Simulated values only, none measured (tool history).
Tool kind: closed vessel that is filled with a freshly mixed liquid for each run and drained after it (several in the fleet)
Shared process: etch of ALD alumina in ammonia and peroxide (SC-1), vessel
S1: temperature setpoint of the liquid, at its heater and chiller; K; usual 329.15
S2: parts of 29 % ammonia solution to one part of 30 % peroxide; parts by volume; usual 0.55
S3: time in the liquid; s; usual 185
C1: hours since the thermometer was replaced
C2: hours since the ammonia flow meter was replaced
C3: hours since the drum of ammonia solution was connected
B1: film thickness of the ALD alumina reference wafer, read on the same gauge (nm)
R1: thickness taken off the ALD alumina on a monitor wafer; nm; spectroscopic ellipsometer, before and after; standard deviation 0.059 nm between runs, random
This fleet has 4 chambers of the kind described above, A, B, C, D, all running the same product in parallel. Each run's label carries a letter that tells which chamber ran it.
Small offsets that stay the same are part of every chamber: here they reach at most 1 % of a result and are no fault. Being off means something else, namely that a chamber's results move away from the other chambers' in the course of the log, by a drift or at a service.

Run 1B, hour 3.7: usual settings; C1 420.8; C2 19.4; C3 394.3; B1 39.979. Result: R1 14.701 nm.
Run 2D, hour 7.6: usual settings; C1 111.3; C2 502.0; C3 157.3; B1 40.011. Result: R1 14.540 nm.
Run 3C, hour 9.8: usual settings; C1 899.9; C2 868.3; C3 297.7; B1 40.027. Result: R1 14.514 nm.
Run 4A, hour 12.4: usual settings; C1 1216.3; C2 206.0; C3 132.8; B1 39.996. Result: R1 14.741 nm.
Run 5B, hour 15.2: usual settings; C1 432.3; C2 30.9; C3 405.8; B1 39.996. Result: R1 14.686 nm.
Run 6D, hour 19.0: usual settings; C1 122.7; C2 513.4; C3 168.7; B1 40.017. Result: R1 14.493 nm.
Run 7C, hour 22.3: usual settings but S1 321.15 K, S3 270 s; C1 912.4; C2 880.8; C3 310.2; B1 39.996. Result: R1 13.720 nm.
Run 8A, hour 26.2: usual settings but S1 321.15 K, S3 270 s; C1 1230.1; C2 219.8; C3 146.6; B1 40.005. Result: R1 13.854 nm.
Run 9D, hour 29.8: usual settings but S1 321.15 K, S3 270 s; C1 133.5; C2 524.2; C3 179.5; B1 40.007. Result: R1 13.702 nm.
Run 10C, hour 33.3: usual settings but S1 321.15 K, S3 270 s; C1 923.4; C2 891.8; C3 321.2; B1 39.995. Result: R1 13.719 nm.
Run 11A, hour 37.8: usual settings; C1 1241.7; C2 231.4; C3 158.2; B1 40.015. Result: R1 14.761 nm.
Run 12B, hour 40.6: usual settings; C1 457.7; C2 56.3; C3 431.2; B1 40.014. Result: R1 14.585 nm.
Run 13C, hour 44.6: usual settings; C1 934.7; C2 903.1; C3 332.5; B1 40.012. Result: R1 14.336 nm.
Run 14D, hour 48.4: usual settings; C1 152.1; C2 542.8; C3 198.1; B1 40.020. Result: R1 14.539 nm.
Run 15B, hour 52.9: usual settings; C1 470.0; C2 68.6; C3 443.5; B1 40.016. Result: R1 14.645 nm.
Run 16A, hour 55.4: usual settings but S3 290 s; C1 1259.3; C2 249.0; C3 175.8; B1 39.983. Result: R1 23.073 nm.
Run 17A, hour 57.6: usual settings but S3 290 s; C1 1261.5; C2 251.2; C3 178.0; B1 39.976. Result: R1 23.116 nm.
Run 18B, hour 60.9: usual settings but S3 290 s; C1 478.0; C2 76.6; C3 451.5; B1 40.002. Result: R1 23.042 nm.
Run 19C, hour 63.8: usual settings but S3 290 s; C1 953.9; C2 922.3; C3 351.7; B1 39.983. Result: R1 22.536 nm.
Run 20D, hour 67.9: usual settings; C1 171.6; C2 562.3; C3 217.6; B1 40.040. Result: R1 14.655 nm.
Run 21B, hour 72.3: usual settings; C1 489.4; C2 88.0; C3 462.9; B1 39.981. Result: R1 14.798 nm.
Run 22C, hour 75.9: usual settings; C1 966.0; C2 934.4; C3 363.8; B1 39.976. Result: R1 14.377 nm.
At hour 77.7: chamber A: new drum of ammonia solution connected.
Run 23A, hour 80.2: usual settings; C1 1284.1; C2 273.8; C3 2.5; B1 39.994. Result: R1 14.780 nm.
Run 24D, hour 82.7: usual settings; C1 186.4; C2 577.1; C3 232.4; B1 40.022. Result: R1 14.443 nm.
Run 25A, hour 84.9: usual settings; C1 1288.8; C2 278.5; C3 7.2; B1 40.016. Result: R1 14.736 nm.
Run 26D, hour 87.2: usual settings but S1 337.15 K, S2 0.65 parts by volume; C1 190.9; C2 581.6; C3 236.9; B1 40.015. Result: R1 22.274 nm.
Run 27B, hour 90.5: usual settings but S1 337.15 K, S2 0.65 parts by volume; C1 507.6; C2 106.2; C3 481.1; B1 39.981. Result: R1 22.348 nm.
Run 28C, hour 94.0: usual settings but S1 337.15 K, S2 0.65 parts by volume; C1 984.1; C2 952.5; C3 381.9; B1 40.032. Result: R1 21.859 nm.
Run 29B, hour 98.3: usual settings but S1 337.15 K, S2 0.65 parts by volume; C1 515.4; C2 114.0; C3 488.9; B1 39.995. Result: R1 22.295 nm.
Run 30A, hour 100.6: usual settings; C1 1304.5; C2 294.2; C3 22.9; B1 40.007. Result: R1 14.797 nm.
Run 31D, hour 102.8: usual settings; C1 206.5; C2 597.2; C3 252.5; B1 40.023. Result: R1 14.625 nm.
Run 32C, hour 107.3: usual settings; C1 997.4; C2 965.8; C3 395.2; B1 40.002. Result: R1 14.226 nm.
Run 33D, hour 110.4: usual settings but S2 0.80 parts by volume; C1 214.1; C2 604.8; C3 260.1; B1 39.997. Result: R1 15.132 nm.
Run 34A, hour 113.6: usual settings but S2 0.80 parts by volume; C1 1317.5; C2 307.2; C3 35.9; B1 40.024. Result: R1 15.187 nm.
Run 35B, hour 117.7: usual settings but S2 0.80 parts by volume; C1 534.8; C2 133.4; C3 508.3; B1 40.014. Result: R1 15.193 nm.
Run 36C, hour 120.2: usual settings but S2 0.80 parts by volume; C1 1010.3; C2 978.7; C3 408.1; B1 39.997. Result: R1 14.693 nm.
Run 37A, hour 124.5: usual settings; C1 1328.4; C2 318.1; C3 46.8; B1 39.997. Result: R1 14.676 nm.
Run 38C, hour 126.9: usual settings; C1 1017.0; C2 985.4; C3 414.8; B1 40.041. Result: R1 14.011 nm.
Run 39B, hour 131.0: usual settings; C1 548.1; C2 146.7; C3 521.6; B1 40.018. Result: R1 14.698 nm.
Run 40D, hour 134.2: usual settings; C1 237.9; C2 628.6; C3 283.9; B1 39.971. Result: R1 14.414 nm.

Predict what each chamber gives when all 4 of them run the settings below next.
Run 41A, hour 137.5: usual settings. Result: R1 ?.
Run 41B, hour 137.5: usual settings. Result: R1 ?.
Run 41C, hour 137.5: usual settings. Result: R1 ?.
Run 41D, hour 137.5: usual settings. Result: R1 ?.

run      R1
41A  14.687
41B  14.655
41C  14.018
41D  14.511
